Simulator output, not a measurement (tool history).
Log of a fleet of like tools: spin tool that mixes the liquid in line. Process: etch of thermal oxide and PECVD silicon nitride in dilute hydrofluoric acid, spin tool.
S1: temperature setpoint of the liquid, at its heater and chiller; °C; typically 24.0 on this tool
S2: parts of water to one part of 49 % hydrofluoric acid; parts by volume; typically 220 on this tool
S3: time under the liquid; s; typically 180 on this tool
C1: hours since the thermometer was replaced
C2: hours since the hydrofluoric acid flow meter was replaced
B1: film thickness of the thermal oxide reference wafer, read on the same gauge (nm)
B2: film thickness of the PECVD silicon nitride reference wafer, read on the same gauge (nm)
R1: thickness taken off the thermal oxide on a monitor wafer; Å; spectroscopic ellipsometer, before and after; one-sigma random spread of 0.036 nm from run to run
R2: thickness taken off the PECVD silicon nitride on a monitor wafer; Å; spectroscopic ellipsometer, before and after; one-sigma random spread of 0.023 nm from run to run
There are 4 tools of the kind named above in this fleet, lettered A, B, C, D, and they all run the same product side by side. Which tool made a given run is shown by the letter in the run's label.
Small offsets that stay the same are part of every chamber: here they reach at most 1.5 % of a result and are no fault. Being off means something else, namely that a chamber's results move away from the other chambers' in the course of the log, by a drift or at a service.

{"run": "1B", "hour": 11.8, "S1": 24.0, "S2": 220, "S3": 180, "C1": 2569.0, "C2": 338.7, "B1": 80.028, "B2": 129.99, "R1": 33.366, "R2": 18.766}
{"run": "2C", "hour": 22.7, "S1": 24.0, "S2": 220, "S3": 180, "C1": 2501.2, "C2": 60.6, "B1": 79.995, "B2": 130.0, "R1": 32.902, "R2": 17.844}
{"hour": 30.2, "done": "chamber D: hydrofluoric acid flow meter replaced"}
{"run": "3D", "hour": 35.1, "S1": 24.0, "S2": 220, "S3": 180, "C1": 1372.0, "C2": 4.9, "B1": 80.02, "B2": 130.0, "R1": 32.697, "R2": 17.439}
{"run": "4A", "hour": 46.5, "S1": 24.0, "S2": 220, "S3": 180, "C1": 1178.8, "C2": 382.6, "B1": 80.009, "B2": 130.0, "R1": 33.394, "R2": 18.011}
{"run": "5B", "hour": 57.6, "S1": 24.0, "S2": 220, "S3": 180, "C1": 2614.8, "C2": 384.5, "B1": 80.011, "B2": 129.99, "R1": 33.989, "R2": 18.09}
{"run": "6C", "hour": 65.3, "S1": 24.0, "S2": 220, "S3": 110, "C1": 2543.8, "C2": 103.2, "B1": 79.976, "B2": 130.0, "R1": 20.173, "R2": 10.696}
{"run": "7A", "hour": 72.0, "S1": 24.0, "S2": 220, "S3": 110, "C1": 1204.3, "C2": 408.1, "B1": 79.958, "B2": 130.02, "R1": 20.325, "R2": 11.116}
{"run": "8D", "hour": 80.4, "S1": 24.0, "S2": 220, "S3": 110, "C1": 1417.3, "C2": 50.2, "B1": 79.955, "B2": 129.98, "R1": 20.259, "R2": 10.943}
{"hour": 83.0, "done": "chamber C: thermometer replaced"}
{"run": "9A", "hour": 93.2, "S1": 24.0, "S2": 220, "S3": 110, "C1": 1225.5, "C2": 429.3, "B1": 80.008, "B2": 130.01, "R1": 20.369, "R2": 11.193}
{"run": "10B", "hour": 107.5, "S1": 24.0, "S2": 220, "S3": 180, "C1": 2664.7, "C2": 434.4, "B1": 80.001, "B2": 129.99, "R1": 33.348, "R2": 18.404}
{"run": "11D", "hour": 121.9, "S1": 24.0, "S2": 220, "S3": 180, "C1": 1458.8, "C2": 91.7, "B1": 80.058, "B2": 130.0, "R1": 32.814, "R2": 17.664}
{"run": "12C", "hour": 135.6, "S1": 24.0, "S2": 220, "S3": 180, "C1": 52.7, "C2": 173.5, "B1": 80.028, "B2": 130.01, "R1": 33.124, "R2": 18.325}
{"run": "13A", "hour": 145.3, "S1": 24.0, "S2": 220, "S3": 180, "C1": 1277.6, "C2": 481.4, "B1": 80.0, "B2": 129.99, "R1": 33.81, "R2": 18.069}
{"run": "14B", "hour": 156.6, "S1": 24.0, "S2": 220, "S3": 180, "C1": 2713.8, "C2": 483.5, "B1": 80.019, "B2": 130.0, "R1": 33.903, "R2": 18.006}
{"run": "15D", "hour": 165.4, "S1": 24.0, "S2": 220, "S3": 135, "C1": 1502.3, "C2": 135.2, "B1": 80.001, "B2": 129.99, "R1": 24.509, "R2": 13.433}
{"run": "16C", "hour": 175.4, "S1": 24.0, "S2": 220, "S3": 135, "C1": 92.5, "C2": 213.3, "B1": 79.954, "B2": 130.01, "R1": 25.207, "R2": 13.657}
{"hour": 180.0, "done": "chamber B: thermometer replaced"}
{"run": "17D", "hour": 188.7, "S1": 24.0, "S2": 220, "S3": 135, "C1": 1525.6, "C2": 158.5, "B1": 80.023, "B2": 129.98, "R1": 24.332, "R2": 13.357}
{"run": "18A", "hour": 201.5, "S1": 24.0, "S2": 220, "S3": 135, "C1": 1333.8, "C2": 537.6, "B1": 80.007, "B2": 129.99, "R1": 25.407, "R2": 13.7}
{"run": "19C", "hour": 215.3, "S1": 24.0, "S2": 220, "S3": 85, "C1": 132.4, "C2": 253.2, "B1": 79.944, "B2": 130.02, "R1": 15.657, "R2": 8.3753}
{"run": "20B", "hour": 222.1, "S1": 24.0, "S2": 220, "S3": 85, "C1": 42.2, "C2": 549.0, "B1": 79.976, "B2": 130.01, "R1": 15.788, "R2": 8.4546}
{"run": "21C", "hour": 231.3, "S1": 24.0, "S2": 220, "S3": 85, "C1": 148.4, "C2": 269.2, "B1": 79.974, "B2": 130.02, "R1": 15.926, "R2": 8.4759}
{"run": "22D", "hour": 238.3, "S1": 24.0, "S2": 220, "S3": 85, "C1": 1575.2, "C2": 208.1, "B1": 80.033, "B2": 130.01, "R1": 15.44, "R2": 8.6035}
{"run": "23A", "hour": 251.4, "S1": 24.0, "S2": 220, "S3": 180, "C1": 1383.7, "C2": 587.5, "B1": 79.982, "B2": 130.01, "R1": 34.128, "R2": 18.544}
{"run": "24B", "hour": 262.1, "S1": 24.0, "S2": 220, "S3": 130, "C1": 82.2, "C2": 589.0, "B1": 79.998, "B2": 130.0, "R1": 23.866, "R2": 13.104}
{"run": "25D", "hour": 272.6, "S1": 24.0, "S2": 220, "S3": 130, "C1": 1609.5, "C2": 242.4, "B1": 79.98, "B2": 130.01, "R1": 23.818, "R2": 13.118}
{"run": "26C", "hour": 283.8, "S1": 24.0, "S2": 220, "S3": 130, "C1": 200.9, "C2": 321.7, "B1": 79.992, "B2": 130.0, "R1": 24.118, "R2": 12.876}
{"hour": 288.6, "done": "chamber D: thermometer replaced"}
{"run": "27B", "hour": 290.5, "S1": 24.0, "S2": 220, "S3": 130, "C1": 110.6, "C2": 617.4, "B1": 80.002, "B2": 130.0, "R1": 23.806, "R2": 13.452}
{"run": "28A", "hour": 303.1, "S1": 24.0, "S2": 220, "S3": 180, "C1": 1435.4, "C2": 639.2, "B1": 79.982, "B2": 130.0, "R1": 35.061, "R2": 19.308}
{"run": "29C", "hour": 311.2, "S1": 28.0, "S2": 220, "S3": 180, "C1": 228.3, "C2": 349.1, "B1": 79.992, "B2": 129.97, "R1": 38.243, "R2": 22.457}
{"run": "30A", "hour": 325.9, "S1": 28.0, "S2": 220, "S3": 180, "C1": 1458.2, "C2": 662.0, "B1": 80.003, "B2": 130.01, "R1": 41.787, "R2": 24.11}
{"run": "31D", "hour": 334.0, "S1": 28.0, "S2": 220, "S3": 180, "C1": 45.4, "C2": 303.8, "B1": 80.03, "B2": 130.0, "R1": 38.177, "R2": 23.1}
{"run": "32B", "hour": 345.8, "S1": 28.0, "S2": 220, "S3": 180, "C1": 165.9, "C2": 672.7, "B1": 79.985, "B2": 129.99, "R1": 38.182, "R2": 23.104}
{"run": "33D", "hour": 353.7, "S1": 24.0, "S2": 220, "S3": 180, "C1": 65.1, "C2": 323.5, "B1": 80.031, "B2": 130.0, "R1": 32.414, "R2": 18.288}
{"run": "34B", "hour": 362.9, "S1": 26.5, "S2": 310, "S3": 180, "C1": 183.0, "C2": 689.8, "B1": 80.014, "B2": 129.98, "R1": 23.082, "R2": 15.014}
{"run": "35A", "hour": 371.0, "S1": 26.5, "S2": 310, "S3": 180, "C1": 1503.3, "C2": 707.1, "B1": 80.026, "B2": 129.99, "R1": 25.586, "R2": 15.807}
{"run": "36C", "hour": 378.0, "S1": 26.5, "S2": 310, "S3": 180, "C1": 295.1, "C2": 415.9, "B1": 79.965, "B2": 129.99, "R1": 23.593, "R2": 14.896}
{"run": "37D", "hour": 392.3, "S1": 26.5, "S2": 310, "S3": 180, "C1": 103.7, "C2": 362.1, "B1": 79.996, "B2": 130.0, "R1": 23.31, "R2": 14.814}
{"run": "38A", "hour": 398.9, "S1": 24.0, "S2": 220, "S3": 180, "C1": 1531.2, "C2": 735.0, "B1": 80.002, "B2": 129.98, "R1": 36.599, "R2": 19.315}
{"run": "39C", "hour": 410.1, "S1": 29.0, "S2": 220, "S3": 230, "C1": 327.2, "C2": 448.0, "B1": 80.007, "B2": 130.02, "R1": 50.573, "R2": 31.172}
{"run": "40B", "hour": 421.0, "S1": 29.0, "S2": 220, "S3": 230, "C1": 241.1, "C2": 747.9, "B1": 79.999, "B2": 130.0, "R1": 51.216, "R2": 31.251}
{"run": "41C", "hour": 428.4, "S1": 29.0, "S2": 220, "S3": 230, "C1": 345.5, "C2": 466.3, "B1": 80.051, "B2": 129.99, "R1": 50.008, "R2": 31.701}
{"run": "42B", "hour": 438.1, "S1": 29.0, "S2": 220, "S3": 230, "C1": 258.2, "C2": 765.0, "B1": 79.937, "B2": 129.99, "R1": 51.812, "R2": 32.107}
{"run": "43A", "hour": 445.0, "S1": 24.0, "S2": 220, "S3": 180, "C1": 1577.3, "C2": 781.1, "B1": 80.002, "B2": 130.02, "R1": 37.138, "R2": 19.73}

All 4 chambers run these settings next. Forecast each chamber's results:
{"run": "44A", "hour": 455.5, "S1": 26.0, "S2": 220, "S3": 180, "R1": "?", "R2": "?"}
{"run": "44B", "hour": 455.5, "S1": 26.0, "S2": 220, "S3": 180, "R1": "?", "R2": "?"}
{"run": "44C", "hour": 455.5, "S1": 26.0, "S2": 220, "S3": 180, "R1": "?", "R2": "?"}
{"run": "44D", "hour": 455.5, "S1": 26.0, "S2": 220, "S3": 180, "R1": "?", "R2": "?"}

run=44A R1=39.942 R2=22.0350
run=44B R1=35.641 R2=20.9340
run=44C R1=35.546 R2=20.1980
run=44D R1=35.749 R2=20.3370
